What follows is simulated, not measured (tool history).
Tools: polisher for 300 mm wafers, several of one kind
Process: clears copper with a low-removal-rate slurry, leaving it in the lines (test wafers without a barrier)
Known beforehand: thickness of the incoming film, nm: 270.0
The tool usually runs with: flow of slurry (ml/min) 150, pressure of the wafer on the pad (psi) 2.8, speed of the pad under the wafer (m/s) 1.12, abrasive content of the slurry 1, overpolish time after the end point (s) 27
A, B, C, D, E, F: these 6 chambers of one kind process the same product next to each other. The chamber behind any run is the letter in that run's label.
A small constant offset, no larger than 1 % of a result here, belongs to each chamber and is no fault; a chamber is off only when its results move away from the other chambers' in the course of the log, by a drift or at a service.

run   hour  flow of slurry (ml/min)  pressure of the wafer on the pad (psi)  speed of the pad under the wafer (m/s)  abrasive content of the slurry  overpolish time after the end point (s)  time until the end point was called (s)  dishing of a wide line in a test structure (angstrom)
       4.7  -- chamber B: worn pad replaced by a new one
       9.6  -- chamber C: worn pad replaced by a new one
 1F    9.9                      150                                     2.8                                    1.12                               1                                       27                                   85.993                                                 526.26
 2A   23.3                      150                                     2.8                                    1.12                               1                                       27                                   85.192                                                 515.31
      24.1  -- chamber B: slurry nozzle cleaned
      30.4  -- chamber A: worn pad replaced by a new one
 3C   31.5                      150                                     2.8                                    1.12                               1                                       27                                   84.202                                                 514.39
      40.8  -- chamber A: slurry blender recalibrated
 4E   43.9                      150                                     2.8                                    1.12                               1                                       27                                   87.053                                                 509.28
      50.2  -- chamber E: worn pad replaced by a new one
 5B   52.8                      150                                     3.4                                    1.12                            0.85                                       27                                   74.053                                                 606.07
      56.4  -- chamber C: slurry blender recalibrated
 6D   62.9                      150                                     3.4                                    1.12                            0.85                                       27                                   73.998                                                 591.65
 7F   70.4                      150                                     3.4                                    1.12                            0.85                                       27                                    73.57                                                 592.41
      79.8  -- chamber F: worn pad replaced by a new one
 8D   83.6                      150                                     3.4                                    1.12                            0.85                                       27                                   72.612                                                  594.6
      88.3  -- chamber B: slurry blender recalibrated
        91  -- chamber B: worn pad replaced by a new one
 9B   94.3                      150                                     3.4                                    1.12                            0.85                                       27                                   74.112                                                 602.09
      99.7  -- chamber C: worn pad replaced by a new one
10A  100.8                      150                                     3.4                                    1.12                            0.85                                       27                                   72.964                                                 604.85
     102.3  -- chamber F: slurry nozzle cleaned
11E  109.6                      150                                     2.8                                    1.12                               1                                       14                                   85.728                                                 313.49
     117.1  -- chamber A: worn pad replaced by a new one
12C  122.7                      150                                     2.8                                    1.12                               1                                       14                                   86.218                                                 312.01
13D  135.7                      150                                     2.8                                    1.12                               1                                       14                                   88.004                                                 298.27
14E  143.4                      150                                     2.8                                    1.12                               1                                       14                                   85.889                                                 301.89
     145.8  -- chamber E: worn pad replaced by a new one
15A  155.5                      150                                     2.8                                    1.12                               1                                       14                                   84.577                                                 304.22
     158.4  -- chamber C: slurry nozzle cleaned
16C  163.1                      150                                     2.8                                    1.12                               1                                       14                                   85.779                                                 309.65
     166.8  -- chamber F: worn pad replaced by a new one
     172.5  -- chamber B: worn pad replaced by a new one
17F  173.6                      150                                     2.8                                    1.12                               1                                       27                                   85.856                                                 518.88
     181.4  -- chamber A: slurry blender recalibrated
18B    184                      150                                     2.8                                    1.12                               1                                       27                                   85.874                                                 521.24
19E  193.6                      150                                     2.8                                    1.12                               1                                       27                                   85.381                                                 525.44
     200.8  -- chamber E: slurry blender recalibrated
20C  205.9                      150                                     2.8                                    1.12                               1                                       27                                   86.225                                                 536.02
     206.7  -- chamber C: worn pad replaced by a new one
     207.1  -- chamber A: worn pad replaced by a new one
21B  213.6                      150                                     2.8                                    1.12                               1                                       27                                   85.429                                                 532.47
     218.2  -- chamber E: slurry nozzle cleaned
22A    227                      150                                     2.8                                    1.12                               1                                       27                                   86.043                                                 545.56
     228.9  -- chamber D: slurry blender recalibrated
23F  238.6                      150                                     2.8                                    1.12                               1                                       27                                   86.658                                                 516.24
24D  251.3                      150                                     2.8                                    1.12                               1                                       27                                   89.688                                                    537
     252.2  -- chamber E: worn pad replaced by a new one
     255.8  -- chamber F: worn pad replaced by a new one
     258.3  -- chamber B: slurry nozzle cleaned
25E  261.1                      165                                     2.8                                    1.12                             0.9                                       27                                   87.554                                                  547.7
26B  267.4                      165                                     2.8                                    1.12                             0.9                                       27                                   85.701                                                 529.97
     267.7  -- chamber B: worn pad replaced by a new one
     276.1  -- chamber F: slurry blender recalibrated
27A    277                      165                                     2.8                                    1.12                             0.9                                       27                                   86.638                                                 516.81
28C  284.9                      165                                     2.8                                    1.12                             0.9                                       27                                   86.508                                                 523.27
     285.1  -- chamber C: head pressure recalibrated
     286.8  -- chamber C: worn pad replaced by a new one
     288.3  -- chamber C: slurry blender recalibrated
     295.8  -- chamber A: worn pad replaced by a new one
29F  296.5                      165                                     2.8                                    1.12                             0.9                                       27                                   85.706                                                 528.71
     300.2  -- chamber B: head pressure recalibrated
30D  305.6                      165                                     2.8                                    1.12                             0.9                                       27                                    90.76                                                 506.52
     310.2  -- chamber D: slurry nozzle cleaned
31C  316.8                      150                                     2.8                                    1.44                               1                                       27                                   66.684                                                 646.67
32A  328.8                      150                                     2.8                                    1.44                               1                                       27                                   67.687                                                 638.56
     329.2  -- chamber A: slurry blender recalibrated
33E  335.2                      150                                     2.8                                    1.44                               1                                       27                                   67.158                                                 644.21
     337.1  -- chamber E: worn pad replaced by a new one
     339.2  -- chamber F: worn pad replaced by a new one
34D  343.9                      150                                     2.8                                    1.44                               1                                       27                                   71.087                                                 630.09
     345.2  -- chamber B: worn pad replaced by a new one
     353.3  -- chamber B: slurry blender recalibrated
35F  354.5                      150                                     2.8                                    1.44                               1                                       27                                   68.345                                                 630.25
     357.3  -- chamber D: head pressure recalibrated
36B  360.5                      150                                     2.8                                    1.44                               1                                       27                                   67.546                                                 663.41
37B  373.6                      150                                     2.8                                    1.12                               1                                       27                                   85.222                                                 537.73
     379.6  -- chamber A: slurry nozzle cleaned
38D  380.1                      150                                     2.8                                    0.96                             1.2                                       27                                    104.9                                                 460.18
     381.1  -- chamber C: worn pad replaced by a new one
     385.5  -- chamber A: worn pad replaced by a new one
39E  389.9                      150                                     2.8                                    0.96                             1.2                                       27                                   97.711                                                 465.19
40A    400                      150                                     2.8                                    0.96                             1.2                                       27                                   95.315                                                 501.72
41F  411.3                      150                                     2.8                                    0.96                             1.2                                       27                                   96.335                                                 477.77
42C  423.5                      150                                     2.8                                    0.96                             1.2                                       27                                   96.501                                                 487.25

Next, every chamber runs the same settings. What will each give?
43A  433.1                      150                                     2.8                                    1.12                               1                                       27                                        ?                                                      ?
43B  433.1                      150                                     2.8                                    1.12                               1                                       27                                        ?                                                      ?
43C  433.1                      150                                     2.8                                    1.12                               1                                       27                                        ?                                                      ?
43D  433.1                      150                                     2.8                                    1.12                               1                                       27                                        ?                                                      ?
43E  433.1                      150                                     2.8                                    1.12                               1                                       27                                        ?                                                      ?
43F  433.1                      150                                     2.8                                    1.12                               1                                       27                                        ?                                                      ?

run  time until the end point was called (s)  dishing of a wide line in a test structure (angstrom)
43A                                   84.566                                                 529.69
43B                                   86.552                                                 521.15
43C                                    87.29                                                 519.49
43D                                   94.434                                                 499.18
43E                                   86.459                                                 532.88
43F                                   86.443                                                 520.48
